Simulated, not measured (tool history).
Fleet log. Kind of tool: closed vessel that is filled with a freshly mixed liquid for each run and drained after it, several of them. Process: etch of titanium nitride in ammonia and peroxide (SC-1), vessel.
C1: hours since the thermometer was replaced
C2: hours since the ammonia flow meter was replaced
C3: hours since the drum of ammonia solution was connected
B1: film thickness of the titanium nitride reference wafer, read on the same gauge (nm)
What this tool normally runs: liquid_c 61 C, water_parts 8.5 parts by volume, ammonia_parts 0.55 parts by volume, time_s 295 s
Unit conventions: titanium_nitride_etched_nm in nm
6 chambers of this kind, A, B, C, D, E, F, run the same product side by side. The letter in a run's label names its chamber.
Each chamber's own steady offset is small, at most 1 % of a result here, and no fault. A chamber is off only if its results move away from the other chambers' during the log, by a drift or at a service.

{"run": "1C", "hour": 4.5, "liquid_c": 61, "water_parts": 8.5, "ammonia_parts": 0.55, "time_s": 295, "C1": 927.8, "C2": 636.9, "C3": 187.0, "B1": 119.97, "titanium_nitride_etched_nm": 53.759}
{"run": "2B", "hour": 9.2, "liquid_c": 61, "water_parts": 8.5, "ammonia_parts": 0.55, "time_s": 295, "C1": 71.7, "C2": 497.7, "C3": 846.0, "B1": 120.0, "titanium_nitride_etched_nm": 53.5}
{"run": "3D", "hour": 13.3, "liquid_c": 61, "water_parts": 8.5, "ammonia_parts": 0.55, "time_s": 295, "C1": 465.0, "C2": 1024.2, "C3": 166.5, "B1": 120.01, "titanium_nitride_etched_nm": 53.779}
{"hour": 17.9, "done": "chamber E: new drum of ammonia solution connected"}
{"run": "4E", "hour": 20.3, "liquid_c": 61, "water_parts": 8.5, "ammonia_parts": 0.55, "time_s": 295, "C1": 695.9, "C2": 26.9, "C3": 2.4, "B1": 120.0, "titanium_nitride_etched_nm": 53.797}
{"run": "5F", "hour": 25.3, "liquid_c": 61, "water_parts": 8.5, "ammonia_parts": 0.55, "time_s": 295, "C1": 1964.7, "C2": 315.9, "C3": 893.4, "B1": 120.03, "titanium_nitride_etched_nm": 53.957}
{"run": "6A", "hour": 33.9, "liquid_c": 61, "water_parts": 8.5, "ammonia_parts": 0.55, "time_s": 295, "C1": 495.5, "C2": 406.2, "C3": 593.8, "B1": 120.0, "titanium_nitride_etched_nm": 54.135}
{"hour": 39.0, "done": "chamber B: new drum of ammonia solution connected"}
{"run": "7E", "hour": 39.4, "liquid_c": 61, "water_parts": 8.5, "ammonia_parts": 0.55, "time_s": 295, "C1": 715.0, "C2": 46.0, "C3": 21.5, "B1": 120.0, "titanium_nitride_etched_nm": 53.747}
{"hour": 39.9, "done": "chamber A: new drum of ammonia solution connected"}
{"run": "8D", "hour": 43.5, "liquid_c": 61, "water_parts": 8.5, "ammonia_parts": 0.55, "time_s": 295, "C1": 495.2, "C2": 1054.4, "C3": 196.7, "B1": 119.98, "titanium_nitride_etched_nm": 53.487}
{"run": "9C", "hour": 48.6, "liquid_c": 61, "water_parts": 8.5, "ammonia_parts": 0.55, "time_s": 295, "C1": 971.9, "C2": 681.0, "C3": 231.1, "B1": 119.99, "titanium_nitride_etched_nm": 53.312}
{"run": "10A", "hour": 56.1, "liquid_c": 61, "water_parts": 8.5, "ammonia_parts": 0.55, "time_s": 295, "C1": 517.7, "C2": 428.4, "C3": 16.3, "B1": 119.98, "titanium_nitride_etched_nm": 54.122}
{"run": "11B", "hour": 61.7, "liquid_c": 61, "water_parts": 8.5, "ammonia_parts": 0.55, "time_s": 295, "C1": 124.2, "C2": 550.2, "C3": 22.7, "B1": 120.01, "titanium_nitride_etched_nm": 53.857}
{"hour": 62.5, "done": "chamber D: new drum of ammonia solution connected"}
{"run": "12F", "hour": 67.2, "liquid_c": 61, "water_parts": 8.5, "ammonia_parts": 0.55, "time_s": 295, "C1": 2006.6, "C2": 357.8, "C3": 935.3, "B1": 119.99, "titanium_nitride_etched_nm": 53.713}
{"run": "13E", "hour": 76.0, "liquid_c": 61, "water_parts": 8.5, "ammonia_parts": 0.55, "time_s": 295, "C1": 751.6, "C2": 82.6, "C3": 58.1, "B1": 119.99, "titanium_nitride_etched_nm": 53.527}
{"run": "14D", "hour": 84.6, "liquid_c": 61, "water_parts": 8.5, "ammonia_parts": 0.55, "time_s": 295, "C1": 536.3, "C2": 1095.5, "C3": 22.2, "B1": 120.0, "titanium_nitride_etched_nm": 53.505}
{"run": "15C", "hour": 91.6, "liquid_c": 64, "water_parts": 8.5, "ammonia_parts": 0.55, "time_s": 425, "C1": 1014.9, "C2": 724.0, "C3": 274.1, "B1": 119.98, "titanium_nitride_etched_nm": 92.452}
{"run": "16F", "hour": 98.0, "liquid_c": 64, "water_parts": 8.5, "ammonia_parts": 0.55, "time_s": 425, "C1": 2037.4, "C2": 388.6, "C3": 966.1, "B1": 119.96, "titanium_nitride_etched_nm": 94.705}
{"run": "17A", "hour": 103.0, "liquid_c": 64, "water_parts": 8.5, "ammonia_parts": 0.55, "time_s": 425, "C1": 564.6, "C2": 475.3, "C3": 63.2, "B1": 120.0, "titanium_nitride_etched_nm": 93.664}
{"run": "18B", "hour": 109.1, "liquid_c": 64, "water_parts": 8.5, "ammonia_parts": 0.55, "time_s": 425, "C1": 171.6, "C2": 597.6, "C3": 70.1, "B1": 120.01, "titanium_nitride_etched_nm": 93.807}
{"run": "19B", "hour": 113.0, "liquid_c": 64, "water_parts": 8.5, "ammonia_parts": 0.55, "time_s": 425, "C1": 175.5, "C2": 601.5, "C3": 74.0, "B1": 119.99, "titanium_nitride_etched_nm": 93.714}
{"run": "20D", "hour": 119.3, "liquid_c": 64, "water_parts": 8.5, "ammonia_parts": 0.55, "time_s": 425, "C1": 571.0, "C2": 1130.2, "C3": 56.9, "B1": 120.01, "titanium_nitride_etched_nm": 93.842}
{"run": "21F", "hour": 127.1, "liquid_c": 61, "water_parts": 8.5, "ammonia_parts": 0.55, "time_s": 295, "C1": 2066.5, "C2": 417.7, "C3": 995.2, "B1": 120.0, "titanium_nitride_etched_nm": 54.09}
{"run": "22E", "hour": 135.2, "liquid_c": 61, "water_parts": 8.5, "ammonia_parts": 0.55, "time_s": 295, "C1": 810.8, "C2": 141.8, "C3": 117.3, "B1": 119.99, "titanium_nitride_etched_nm": 53.804}
{"run": "23A", "hour": 141.8, "liquid_c": 61, "water_parts": 8.5, "ammonia_parts": 0.55, "time_s": 295, "C1": 603.4, "C2": 514.1, "C3": 102.0, "B1": 120.02, "titanium_nitride_etched_nm": 53.855}
{"run": "24C", "hour": 147.8, "liquid_c": 61, "water_parts": 8.5, "ammonia_parts": 0.55, "time_s": 295, "C1": 1071.1, "C2": 780.2, "C3": 330.3, "B1": 119.98, "titanium_nitride_etched_nm": 52.289}
{"run": "25F", "hour": 152.7, "liquid_c": 61, "water_parts": 8.5, "ammonia_parts": 0.55, "time_s": 295, "C1": 2092.1, "C2": 443.3, "C3": 1020.8, "B1": 119.98, "titanium_nitride_etched_nm": 54.027}
{"run": "26C", "hour": 160.2, "liquid_c": 61, "water_parts": 8.5, "ammonia_parts": 0.55, "time_s": 295, "C1": 1083.5, "C2": 792.6, "C3": 342.7, "B1": 120.01, "titanium_nitride_etched_nm": 51.985}
{"run": "27E", "hour": 164.9, "liquid_c": 61, "water_parts": 8.5, "ammonia_parts": 0.55, "time_s": 295, "C1": 840.5, "C2": 171.5, "C3": 147.0, "B1": 120.0, "titanium_nitride_etched_nm": 53.814}
{"run": "28B", "hour": 170.9, "liquid_c": 61, "water_parts": 8.5, "ammonia_parts": 0.55, "time_s": 295, "C1": 233.4, "C2": 659.4, "C3": 131.9, "B1": 120.01, "titanium_nitride_etched_nm": 53.736}
{"run": "29D", "hour": 175.4, "liquid_c": 61, "water_parts": 8.5, "ammonia_parts": 0.55, "time_s": 295, "C1": 627.1, "C2": 1186.3, "C3": 113.0, "B1": 120.0, "titanium_nitride_etched_nm": 53.578}
{"hour": 176.9, "done": "chamber C: new drum of ammonia solution connected"}
{"hour": 182.4, "done": "chamber F: new drum of ammonia solution connected"}
{"run": "30A", "hour": 183.8, "liquid_c": 61, "water_parts": 8.5, "ammonia_parts": 0.55, "time_s": 295, "C1": 645.4, "C2": 556.1, "C3": 144.0, "B1": 119.98, "titanium_nitride_etched_nm": 53.987}
{"hour": 184.9, "done": "chamber F: ammonia flow meter replaced"}
{"run": "31E", "hour": 192.5, "liquid_c": 61, "water_parts": 8.5, "ammonia_parts": 0.55, "time_s": 295, "C1": 868.1, "C2": 199.1, "C3": 174.6, "B1": 120.0, "titanium_nitride_etched_nm": 53.917}
{"run": "32B", "hour": 201.1, "liquid_c": 61, "water_parts": 8.5, "ammonia_parts": 0.55, "time_s": 295, "C1": 263.6, "C2": 689.6, "C3": 162.1, "B1": 120.01, "titanium_nitride_etched_nm": 53.5}
{"run": "33C", "hour": 207.6, "liquid_c": 61, "water_parts": 8.5, "ammonia_parts": 0.55, "time_s": 295, "C1": 1130.9, "C2": 840.0, "C3": 30.7, "B1": 119.98, "titanium_nitride_etched_nm": 51.743}
{"run": "34F", "hour": 216.6, "liquid_c": 61, "water_parts": 8.5, "ammonia_parts": 0.55, "time_s": 295, "C1": 2156.0, "C2": 31.8, "C3": 34.2, "B1": 120.02, "titanium_nitride_etched_nm": 53.998}
{"run": "35A", "hour": 222.9, "liquid_c": 61, "water_parts": 8.5, "ammonia_parts": 0.55, "time_s": 295, "C1": 684.5, "C2": 595.2, "C3": 183.1, "B1": 119.98, "titanium_nitride_etched_nm": 53.958}
{"run": "36D", "hour": 227.2, "liquid_c": 61, "water_parts": 8.5, "ammonia_parts": 0.55, "time_s": 295, "C1": 678.9, "C2": 1238.1, "C3": 164.8, "B1": 120.02, "titanium_nitride_etched_nm": 53.573}
{"run": "37E", "hour": 231.3, "liquid_c": 67, "water_parts": 8.5, "ammonia_parts": 0.35, "time_s": 295, "C1": 906.9, "C2": 237.9, "C3": 213.4, "B1": 119.99, "titanium_nitride_etched_nm": 72.018}
{"run": "38F", "hour": 239.2, "liquid_c": 67, "water_parts": 8.5, "ammonia_parts": 0.35, "time_s": 295, "C1": 2178.6, "C2": 54.4, "C3": 56.8, "B1": 120.01, "titanium_nitride_etched_nm": 73.58}
{"run": "39D", "hour": 244.7, "liquid_c": 67, "water_parts": 8.5, "ammonia_parts": 0.35, "time_s": 295, "C1": 696.4, "C2": 1255.6, "C3": 182.3, "B1": 119.99, "titanium_nitride_etched_nm": 72.363}
{"run": "40A", "hour": 249.9, "liquid_c": 67, "water_parts": 8.5, "ammonia_parts": 0.35, "time_s": 295, "C1": 711.5, "C2": 622.2, "C3": 210.1, "B1": 119.99, "titanium_nitride_etched_nm": 73.52}

Does one chamber stand apart from the rest, does the shared gauge drift, or is all well apart from small per-chamber offsets? Give the chamber and the most likely cause, where there is one.

Chamber C drifts away from the others.
Likeliest cause: liquid colder than its thermometer reads (K) = 0.703.

Chamber C could run next with any of the 4 candidate recipes listed below; each alters the usual settings, and their results appear as question marks. Which one brings its results back in line with what the other chambers deliver on the usual settings?
In line here means within this much of the mean the other chambers give on the usual settings: titanium_nitride_etched_nm 0.640 nm
{"run": "41C-1", "hour": 256.4, "liquid_c": 61, "water_parts": 8.5, "ammonia_parts": 0.55, "time_s": 280, "titanium_nitride_etched_nm": "?"}
{"run": "41C-2", "hour": 256.4, "liquid_c": 61, "water_parts": 8.5, "ammonia_parts": 0.55, "time_s": 310, "titanium_nitride_etched_nm": "?"}
{"run": "41C-3", "hour": 256.4, "liquid_c": 61, "water_parts": 8.5, "ammonia_parts": 0.55, "time_s": 300, "titanium_nitride_etched_nm": "?"}
{"run": "41C-4", "hour": 256.4, "liquid_c": 61, "water_parts": 8.5, "ammonia_parts": 0.55, "time_s": 290, "titanium_nitride_etched_nm": "?"}

Usual-settings mean across the other chambers: titanium_nitride_etched_nm 53.815 nm
run=41C-1 titanium_nitride_etched_nm=48.642
run=41C-2 titanium_nitride_etched_nm=53.854
run=41C-3 titanium_nitride_etched_nm=52.117
run=41C-4 titanium_nitride_etched_nm=50.379
41C-2 brings the chamber back in line.

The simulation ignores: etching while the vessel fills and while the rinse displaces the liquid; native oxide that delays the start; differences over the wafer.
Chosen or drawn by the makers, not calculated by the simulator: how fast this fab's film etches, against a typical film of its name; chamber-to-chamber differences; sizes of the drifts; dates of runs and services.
